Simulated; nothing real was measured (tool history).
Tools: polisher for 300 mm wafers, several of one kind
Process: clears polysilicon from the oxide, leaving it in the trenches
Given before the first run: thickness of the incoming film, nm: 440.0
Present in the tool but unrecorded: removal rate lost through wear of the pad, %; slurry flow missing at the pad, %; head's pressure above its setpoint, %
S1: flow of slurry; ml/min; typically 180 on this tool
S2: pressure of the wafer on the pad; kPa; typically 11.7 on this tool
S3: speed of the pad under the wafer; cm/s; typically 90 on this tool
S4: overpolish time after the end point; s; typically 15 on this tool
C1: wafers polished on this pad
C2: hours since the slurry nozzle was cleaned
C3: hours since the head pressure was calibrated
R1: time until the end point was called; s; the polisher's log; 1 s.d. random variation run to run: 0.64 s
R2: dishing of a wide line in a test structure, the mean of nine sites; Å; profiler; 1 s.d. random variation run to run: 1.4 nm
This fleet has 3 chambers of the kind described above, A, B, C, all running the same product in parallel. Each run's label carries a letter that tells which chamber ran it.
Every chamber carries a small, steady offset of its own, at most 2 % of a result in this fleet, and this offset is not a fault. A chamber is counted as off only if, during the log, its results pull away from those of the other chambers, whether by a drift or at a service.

run   hour   S1    S2  S3  S4    C1     C2     C3      R1      R2
 1C    2.8  180  11.7  90  15   101  131.3    3.5  66.625  637.97
 2A    7.7  180  11.7  90  15   223  251.5  704.6  65.739  615.74
 3B   12.1  180  11.7  90  15   735  530.4   76.3  67.650  597.74
 4B   18.3  180  11.7  90  15   776  536.6   82.5  66.872  609.30
 5C   22.3  180  11.7  90  15   230  150.8   23.0  66.649  618.09
 6A   26.7  180  13.1  90  18   349  270.5  723.6  58.394  699.96
 7C   30.4  180  13.1  90  18   284  158.9   31.1  59.117  718.98
 8B   34.1  180  13.1  90  18   881  552.4   98.3  59.981  700.29
      35.5  -- chamber B: worn pad replaced by a new one
 9A   37.5  180  11.7  90  15   420  281.3  734.4  64.969  626.24
10C   43.3  180  11.7  90  15   370  171.8   44.0  65.611  627.59
      44.1  -- chamber C: slurry nozzle cleaned
11B   47.4  180  11.7  90  15    79  565.7  111.6  66.951  617.42
12A   53.6  180  11.7  90  15   527  297.4  750.5  64.641  604.95
13A   57.2  180  11.7  90  15   551  301.0  754.1  65.649  595.33
14C   61.7  180  11.7  90  15   492   17.7   62.4  66.738  616.54
15B   65.4  180  11.7  90  15   198  583.7  129.6  66.605  612.53
      70.1  -- chamber A: worn pad replaced by a new one
16B   71.1  180  11.7  90  15   236  589.4  135.3  67.259  600.34
17A   76.2  180  11.7  90  15    41  320.0  773.1  65.464  631.17
18C   79.7  180  11.7  90  12   611   35.7   80.4  66.768  561.99
19C   84.5  180  11.7  90  12   643   40.5   85.2  65.402  552.32
20A   90.4  180  11.7  90  12   135  334.2  787.3  65.600  551.65
21B   93.6  180  11.7  90  15   385  611.9  157.8  67.165  604.87
22B   98.2  180  11.7  90  15   416  616.5  162.4  68.083  615.15
23C  101.3  180  15.2  66  15   754   57.3  102.0  69.454  603.12
24A  106.2  180  15.2  66  15   239  350.0  803.1  69.028  616.60
25B  111.8  180  15.2  66  15   506  630.1  176.0  70.759  604.94
26A  115.2  180  11.7  90  15   299  359.0  812.1  65.944  653.73
27C  118.1  180  11.7  90  15   866   74.1  118.8  66.396  633.59
28B  120.9  180  11.7  90  15   566  639.2  185.1  67.100  638.10
29C  127.1  180  11.7  90  15   925   83.1  127.8  66.390  608.22
30A  131.8  180  11.7  90  23   409  375.6  828.7  65.410  733.09
31C  134.9  180  11.7  90  23   977   90.9  135.6  66.306  760.62
32A  139.1  180  11.7  90  23   458  382.9  836.0  65.706  747.36
33B  145.4  180  11.7  90  15   729  663.7  209.6  66.901  623.35
34A  150.0  180  11.7  90  15   530  393.8  846.9  66.939  614.43
35C  154.9  180  11.7  90  15  1110  110.9  155.6  66.096  594.50
     157.2  -- chamber A: worn pad replaced by a new one
     157.9  -- chamber C: worn pad replaced by a new one
36B  158.1  180  11.7  90  15   813  676.4  222.3  67.739  610.91
37C  164.0  180  11.7  90  15    40  120.0  164.7  66.511  617.62
38A  168.8  180  11.7  90  15    77  412.6  865.7  65.448  626.39

One chamber off, gauge drift, or nothing amiss beyond the chambers' own small offsets? If it is a chamber, which one, and what is the likeliest cause?

Neither any chamber nor the gauge drifts; the chambers differ only by their own small, steady offsets.
